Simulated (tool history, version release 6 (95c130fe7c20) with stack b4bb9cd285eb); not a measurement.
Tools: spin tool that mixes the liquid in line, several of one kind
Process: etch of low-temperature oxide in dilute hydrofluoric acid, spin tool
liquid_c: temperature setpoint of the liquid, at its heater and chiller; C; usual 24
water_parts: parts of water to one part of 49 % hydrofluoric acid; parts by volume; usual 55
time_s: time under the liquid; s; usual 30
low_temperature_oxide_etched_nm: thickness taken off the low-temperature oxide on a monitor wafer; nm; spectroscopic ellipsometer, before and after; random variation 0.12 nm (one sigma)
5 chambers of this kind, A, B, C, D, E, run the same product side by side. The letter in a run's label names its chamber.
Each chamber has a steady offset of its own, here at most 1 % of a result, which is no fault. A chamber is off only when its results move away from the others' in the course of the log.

run    day  liquid_c  water_parts  time_s  hours since the thermometer was replaced  hours since the hydrofluoric acid flow meter was replaced  read-back film thickness of the low-temperature oxide reference wafer, read on the same gauge (nm)  low_temperature_oxide_etched_nm
 1B    0.3        24           55      30                                     964.1                                                      651.6                                                                                              59.998                           18.082
     0.342  -- chamber B: thermometer replaced
 2C  0.454        24           55      30                                     492.4                                                      660.7                                                                                              59.992                           18.248
 3D  0.696        24           55      30                                    1620.6                                                     1934.2                                                                                              60.002                            18.65
 4A  0.975        24           55      30                                     405.6                                                     2514.8                                                                                              60.014                           18.048
 5E  1.225        24           55      30                                     285.8                                                      820.1                                                                                              60.018                           18.257
 6D  1.404        24           55      30                                    1637.6                                                     1951.2                                                                                              60.006                           18.288
 7C  1.625        24           55      30                                     520.5                                                      688.8                                                                                              60.005                           18.396
 8E  1.825        24           55      30                                     300.2                                                      834.5                                                                                              59.997                            18.33
 9B  2.083        24           55      30                                      41.9                                                      694.4                                                                                              59.979                            18.07
10A   2.25        24           55      30                                     436.2                                                     2545.4                                                                                              59.987                           18.021
11B  2.446        24           55      30                                      50.6                                                      703.1                                                                                              60.022                           18.053
     2.454  -- chamber A: hydrofluoric acid flow meter replaced
12E  2.692        24           55      30                                       321                                                      855.3                                                                                              59.985                           18.306
13A  2.988        24           55      30                                     453.9                                                       12.9                                                                                              59.983                           18.241
14C  3.258        24           55      30                                     559.7                                                        728                                                                                              60.018                           18.343
15D  3.525        24           55      30                                    1688.5                                                     2002.1                                                                                              59.995                           18.469
16C  3.762        24           55      30                                     571.8                                                      740.1                                                                                              60.016                           18.363
17D  3.958        24           55      30                                    1698.9                                                     2012.5                                                                                              59.981                           18.613
18E  4.146        24           55      30                                     355.9                                                      890.2                                                                                              60.012                           18.422
19B  4.375      25.5           45      30                                      96.9                                                      749.4                                                                                              59.968                            24.02
20A  4.675      25.5           45      30                                     494.4                                                       53.4                                                                                              59.992                            24.18
21C  4.879      25.5           45      30                                     598.6                                                      766.9                                                                                              60.007                           23.958
22A  5.088      25.5           45      30                                     504.3                                                       63.3                                                                                              59.992                           23.857
23D  5.333      25.5           45      30                                    1731.9                                                     2045.5                                                                                              59.983                           24.433
24B  5.562        24           55      30                                     125.4                                                      777.9                                                                                              60.002                           18.049
25E  5.712        24           55      30                                     393.5                                                      927.8                                                                                              60.002                           18.072
26B  5.917        24           55      30                                     133.9                                                      786.4                                                                                              60.009                           18.325
27D  6.175        24           55      30                                    1752.1                                                     2065.7                                                                                              59.977                           18.424
28A  6.425        24           55      30                                     536.4                                                       95.4                                                                                              59.985                           18.135
29E  6.583        24           55      15                                     414.4                                                      948.7                                                                                              60.004                           9.2219
30C  6.875        24           55      15                                     646.5                                                      814.8                                                                                               59.98                             8.89
     6.967  -- chamber D: hydrofluoric acid flow meter replaced
31D  7.183        24           55      15                                    1776.3                                                        5.2                                                                                               60.02                           9.1797
32A  7.388        24           55      15                                     559.5                                                      118.5                                                                                              60.015                           9.1448
33E  7.629        24           55      15                                     439.5                                                      973.8                                                                                              60.004                           9.0636
34B  7.888        24           55      30                                     181.2                                                      833.7                                                                                              60.005                           18.143
35C  8.025        24           55      30                                     674.1                                                      842.4                                                                                              59.997                            17.86
36E  8.229        24           55      30                                     453.9                                                      988.2                                                                                              60.006                            18.19
37D  8.438        24           55      30                                    1806.4                                                       35.3                                                                                              60.012                           18.522
38A  8.708        24           55      30                                     591.2                                                      150.2                                                                                              60.005                           18.025
39C  8.883        24           55      30                                     694.7                                                        863                                                                                               60.01                           17.679
40B  9.071        24           55      30                                     209.6                                                      862.1                                                                                              59.984                           18.138
41A  9.371        24           55      30                                     607.1                                                      166.1                                                                                              60.002                           18.068
42E  9.542        24           25      50                                     485.4                                                     1019.7                                                                                               59.98                           70.402
43D  9.775        24           25      50                                    1838.5                                                       67.4                                                                                               60.01                           70.132

Next, every chamber runs the same settings. What will each give?
44A  9.996        19           55      30                                                                                                                                                                                                                                         ?
44B  9.996        19           55      30                                                                                                                                                                                                                                         ?
44C  9.996        19           55      30                                                                                                                                                                                                                                         ?
44D  9.996        19           55      30                                                                                                                                                                                                                                         ?
44E  9.996        19           55      30                                                                                                                                                                                                                                         ?

run  low_temperature_oxide_etched_nm
44A                           14.855
44B                           14.614
44C                           14.323
44D                           14.938
44E                           14.971
